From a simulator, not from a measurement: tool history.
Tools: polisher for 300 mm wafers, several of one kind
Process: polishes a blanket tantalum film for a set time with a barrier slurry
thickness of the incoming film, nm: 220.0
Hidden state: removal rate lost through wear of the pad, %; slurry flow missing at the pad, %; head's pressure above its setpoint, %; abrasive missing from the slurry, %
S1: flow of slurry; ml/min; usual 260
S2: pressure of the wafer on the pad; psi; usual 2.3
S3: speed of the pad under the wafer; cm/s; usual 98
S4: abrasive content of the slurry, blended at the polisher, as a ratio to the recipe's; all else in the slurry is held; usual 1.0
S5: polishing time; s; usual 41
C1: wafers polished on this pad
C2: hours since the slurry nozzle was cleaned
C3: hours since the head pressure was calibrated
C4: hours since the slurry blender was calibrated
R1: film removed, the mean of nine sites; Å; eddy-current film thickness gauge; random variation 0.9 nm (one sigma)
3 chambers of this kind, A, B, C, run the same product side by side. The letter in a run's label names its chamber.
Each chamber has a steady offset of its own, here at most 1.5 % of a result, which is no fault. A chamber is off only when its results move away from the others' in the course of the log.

run	day	S1	S2	S3	S4	S5	C1	C2	C3	C4	R1
1C	0.112	260	2.3	98	1.0	41	360	4.9	223.8	139.3	650.39
2A	0.279	260	2.3	98	1.0	41	411	253.0	425.6	81.2	649.08
3B	0.496	260	2.3	98	1.0	41	165	19.0	410.8	339.0	635.95
4A	0.692	260	2.3	98	1.0	41	521	262.9	435.5	91.1	643.94
5C	0.904	260	2.3	98	1.0	41	571	23.9	242.8	158.3	623.22
6B	1.042	260	2.3	98	1.0	41	310	32.1	423.9	352.1	636.42
# day 1.208: chamber C: worn pad replaced by a new one
7C	1.225	260	2.3	98	1.0	41	4	31.6	250.5	166.0	624.74
8A	1.358	260	2.3	98	1.0	41	699	278.9	451.5	107.1	638.30
9B	1.500	260	2.3	98	1.0	41	432	43.1	434.9	363.1	645.09
10A	1.621	260	2.3	98	1.0	41	769	285.2	457.8	113.4	625.02
11C	1.804	260	2.3	98	1.0	41	158	45.5	264.4	179.9	639.00
12B	2.046	260	2.3	98	1.0	41	578	56.2	448.0	376.2	644.65
# day 2.050: chamber B: worn pad replaced by a new one
13C	2.250	260	2.3	98	1.0	41	277	56.2	275.1	190.6	630.18
14A	2.454	260	2.3	98	1.0	41	991	305.2	477.8	133.4	631.05
15B	2.675	260	2.3	98	1.0	41	167	71.3	463.1	391.3	639.97
16B	2.808	260	2.3	98	1.0	33	202	74.5	466.3	394.5	513.26
17A	2.979	260	2.3	98	1.0	33	1131	317.8	490.4	146.0	486.06
18C	3.208	260	2.3	98	1.0	33	533	79.2	298.1	213.6	511.88
19B	3.425	260	2.3	98	1.0	41	367	89.3	481.1	409.3	651.58
# day 3.467: chamber B: slurry blender recalibrated
# day 3.512: chamber C: worn pad replaced by a new one
20A	3.567	260	2.3	98	1.0	41	1287	331.9	504.5	160.1	607.69
21C	3.812	260	2.3	98	1.0	41	80	93.7	312.6	228.1	627.10
# day 3.896: chamber A: head pressure recalibrated
22C	3.933	210	2.3	98	1.1	41	112	96.6	315.5	231.0	638.14
# day 3.946: chamber A: worn pad replaced by a new one
# day 4.033: chamber B: worn pad replaced by a new one
23B	4.062	210	2.3	98	1.1	41	7	104.6	496.4	14.3	641.76
24A	4.229	210	2.3	98	1.1	41	75	347.8	8.1	176.0	593.65
25B	4.425	260	2.3	98	1.0	41	104	113.3	505.1	23.0	636.77
26C	4.575	260	2.3	98	1.0	41	283	112.0	330.9	246.4	631.55
27A	4.808	260	2.3	98	1.0	41	230	361.7	22.0	189.9	581.68
28C	4.971	260	2.3	98	1.0	41	389	121.5	340.4	255.9	643.31
29B	5.175	260	2.3	98	1.0	41	304	131.3	523.1	41.0	648.58
30A	5.342	260	2.3	98	1.0	41	372	374.5	34.8	202.7	570.27
# day 5.396: chamber C: worn pad replaced by a new one
31A	5.529	260	2.3	98	1.0	41	422	379.0	39.3	207.2	571.08
32C	5.762	310	2.3	98	1.0	37	98	140.5	359.4	274.9	581.01
33B	5.958	310	2.3	98	1.0	37	513	150.1	541.9	59.8	587.14

Is one chamber off against the others, does the gauge drift, or is nothing wrong? If a chamber is off, say which, and what the likeliest cause is.

Chamber A drifts away from the others.
Cause: abrasive missing from the slurry, % = 34.6.

Here are 4 candidates for chamber A's next run, each the usual settings with a change, their results left as question marks. Which one brings its results back in line with what the others give on the usual settings?
In line means no further than this from the other chambers' mean on the usual settings: R1 31.00 Å
34A-1	6.142	260	2.6	98	1.05	41					?
34A-2	6.142	260	2.3	98	1.00	43					?
34A-3	6.142	260	2.3	96	1.00	40					?
34A-4	6.142	260	2.2	94	1.00	39					?

The other chambers' mean on the usual settings: R1 635.75 Å
run	R1
34A-1	633.18
34A-2	576.45
34A-3	525.13
34A-4	479.19
34A-1 brings the chamber back in line.
